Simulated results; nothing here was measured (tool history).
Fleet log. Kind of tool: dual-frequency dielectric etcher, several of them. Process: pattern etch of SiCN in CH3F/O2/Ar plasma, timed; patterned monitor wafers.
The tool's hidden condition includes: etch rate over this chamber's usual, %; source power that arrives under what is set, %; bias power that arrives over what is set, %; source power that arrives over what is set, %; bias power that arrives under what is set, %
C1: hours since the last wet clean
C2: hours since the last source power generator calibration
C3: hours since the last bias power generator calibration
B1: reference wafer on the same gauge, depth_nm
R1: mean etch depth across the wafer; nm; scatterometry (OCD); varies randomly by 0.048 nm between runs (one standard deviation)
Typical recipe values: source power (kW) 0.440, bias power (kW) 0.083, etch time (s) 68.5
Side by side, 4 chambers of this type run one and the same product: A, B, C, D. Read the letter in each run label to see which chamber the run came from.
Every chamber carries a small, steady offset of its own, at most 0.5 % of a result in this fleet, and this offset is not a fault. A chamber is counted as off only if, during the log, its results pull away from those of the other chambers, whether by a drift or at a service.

Run 1A, hour 2.4: usual settings; C1 237.0; C2 1527.8; C3 2402.1; B1 24.910. Result: R1 27.981 nm.
Run 2C, hour 5.8: usual settings; C1 237.8; C2 3224.2; C3 1313.1; B1 24.894. Result: R1 28.170 nm.
Run 3B, hour 10.5: usual settings; C1 670.1; C2 235.7; C3 3388.4; B1 24.881. Result: R1 28.030 nm.
Run 4D, hour 15.4: usual settings; C1 30.8; C2 2474.9; C3 1911.5; B1 24.879. Result: R1 27.940 nm.
Run 5C, hour 19.8: usual settings; C1 251.8; C2 3238.2; C3 1327.1; B1 24.874. Result: R1 28.317 nm.
Run 6B, hour 23.6: usual settings; C1 683.2; C2 248.8; C3 3401.5; B1 24.881. Result: R1 27.864 nm.
Run 7D, hour 28.1: usual settings; C1 43.5; C2 2487.6; C3 1924.2; B1 24.862. Result: R1 27.921 nm.
Run 8A, hour 32.9: usual settings but source power (kW) 0.360; C1 267.5; C2 1558.3; C3 2432.6; B1 24.866. Result: R1 25.991 nm.
Run 9D, hour 35.2: usual settings but source power (kW) 0.360; C1 50.6; C2 2494.7; C3 1931.3; B1 24.860. Result: R1 25.867 nm.
Run 10A, hour 39.7: usual settings but source power (kW) 0.360; C1 274.3; C2 1565.1; C3 2439.4; B1 24.858. Result: R1 25.880 nm.
Run 11C, hour 42.3: usual settings but source power (kW) 0.360; C1 274.3; C2 3260.7; C3 1349.6; B1 24.853. Result: R1 26.091 nm.
Run 12B, hour 45.5: usual settings but bias power (kW) 0.094; C1 705.1; C2 270.7; C3 3423.4; B1 24.838. Result: R1 29.098 nm.
Run 13C, hour 49.7: usual settings but bias power (kW) 0.094; C1 281.7; C2 3268.1; C3 1357.0; B1 24.844. Result: R1 29.510 nm.
Run 14D, hour 52.3: usual settings but bias power (kW) 0.094; C1 67.7; C2 2511.8; C3 1948.4; B1 24.841. Result: R1 29.179 nm.
At hour 53.0: chamber B: wet clean of the chamber.
Run 15B, hour 56.8: usual settings but bias power (kW) 0.094; C1 3.9; C2 282.0; C3 3434.7; B1 24.839. Result: R1 29.284 nm.
Run 16A, hour 59.6: usual settings; C1 294.2; C2 1585.0; C3 2459.3; B1 24.835. Result: R1 27.913 nm.
Run 17B, hour 62.3: usual settings; C1 9.4; C2 287.5; C3 3440.2; B1 24.829. Result: R1 27.890 nm.
Run 18D, hour 65.9: usual settings; C1 81.3; C2 2525.4; C3 1962.0; B1 24.830. Result: R1 27.869 nm.
Run 19C, hour 68.9: usual settings but source power (kW) 0.510, etch time (s) 60.5; C1 300.9; C2 3287.3; C3 1376.2; B1 24.830. Result: R1 26.268 nm.
Run 20A, hour 71.5: usual settings but source power (kW) 0.510, etch time (s) 60.5; C1 306.1; C2 1596.9; C3 2471.2; B1 24.822. Result: R1 26.002 nm.
Run 21C, hour 74.6: usual settings but source power (kW) 0.510, etch time (s) 60.5; C1 306.6; C2 3293.0; C3 1381.9; B1 24.812. Result: R1 26.294 nm.
Run 22D, hour 78.9: usual settings but source power (kW) 0.510, etch time (s) 60.5; C1 94.3; C2 2538.4; C3 1975.0; B1 24.810. Result: R1 26.095 nm.
Run 23B, hour 82.1: usual settings; C1 29.2; C2 307.3; C3 3460.0; B1 24.811. Result: R1 27.782 nm.
Run 24A, hour 87.4: usual settings; C1 322.0; C2 1612.8; C3 2487.1; B1 24.804. Result: R1 27.818 nm.
Run 25D, hour 91.6: usual settings; C1 107.0; C2 2551.1; C3 1987.7; B1 24.793. Result: R1 27.863 nm.
Run 26B, hour 94.4: usual settings; C1 41.5; C2 319.6; C3 3472.3; B1 24.793. Result: R1 27.819 nm.
Run 27A, hour 98.7: usual settings; C1 333.3; C2 1624.1; C3 2498.4; B1 24.791. Result: R1 27.958 nm.
Run 28C, hour 101.6: usual settings; C1 333.6; C2 3320.0; C3 1408.9; B1 24.790. Result: R1 28.118 nm.
Run 29B, hour 106.3: usual settings; C1 53.4; C2 331.5; C3 3484.2; B1 24.783. Result: R1 27.824 nm.
Run 30D, hour 109.6: usual settings; C1 125.0; C2 2569.1; C3 2005.7; B1 24.787. Result: R1 27.876 nm.
Run 31C, hour 112.6: usual settings; C1 344.6; C2 3331.0; C3 1419.9; B1 24.763. Result: R1 28.075 nm.
Run 32A, hour 117.5: usual settings; C1 352.1; C2 1642.9; C3 2517.2; B1 24.761. Result: R1 27.876 nm.
Run 33C, hour 122.1: usual settings but source power (kW) 0.390, etch time (s) 81.0; C1 354.1; C2 3340.5; C3 1429.4; B1 24.761. Result: R1 31.710 nm.
Run 34D, hour 125.2: usual settings but source power (kW) 0.390, etch time (s) 81.0; C1 140.6; C2 2584.7; C3 2021.3; B1 24.762. Result: R1 31.477 nm.
Run 35B, hour 129.4: usual settings but source power (kW) 0.390, etch time (s) 81.0; C1 76.5; C2 354.6; C3 3507.3; B1 24.761. Result: R1 31.425 nm.
Run 36A, hour 134.5: usual settings but source power (kW) 0.390, etch time (s) 81.0; C1 369.1; C2 1659.9; C3 2534.2; B1 24.749. Result: R1 31.490 nm.
Run 37C, hour 139.4: usual settings; C1 371.4; C2 3357.8; C3 1446.7; B1 24.745. Result: R1 28.004 nm.
Run 38A, hour 143.0: usual settings; C1 377.6; C2 1668.4; C3 2542.7; B1 24.742. Result: R1 27.759 nm.
Run 39D, hour 146.2: usual settings; C1 161.6; C2 2605.7; C3 2042.3; B1 24.739. Result: R1 27.767 nm.
Run 40B, hour 149.0: usual settings; C1 96.1; C2 374.2; C3 3526.9; B1 24.728. Result: R1 27.792 nm.
Run 41A, hour 152.8: usual settings; C1 387.4; C2 1678.2; C3 2552.5; B1 24.732. Result: R1 27.859 nm.

Each of the 4 chambers runs these same settings next. Fill in every chamber's results:
Run 42A, hour 156.6: usual settings but source power (kW) 0.500. Result: R1 ?.
Run 42B, hour 156.6: usual settings but source power (kW) 0.500. Result: R1 ?.
Run 42C, hour 156.6: usual settings but source power (kW) 0.500. Result: R1 ?.
Run 42D, hour 156.6: usual settings but source power (kW) 0.500. Result: R1 ?.

run      R1
42A  29.162
42B  29.050
42C  29.473
42D  29.078
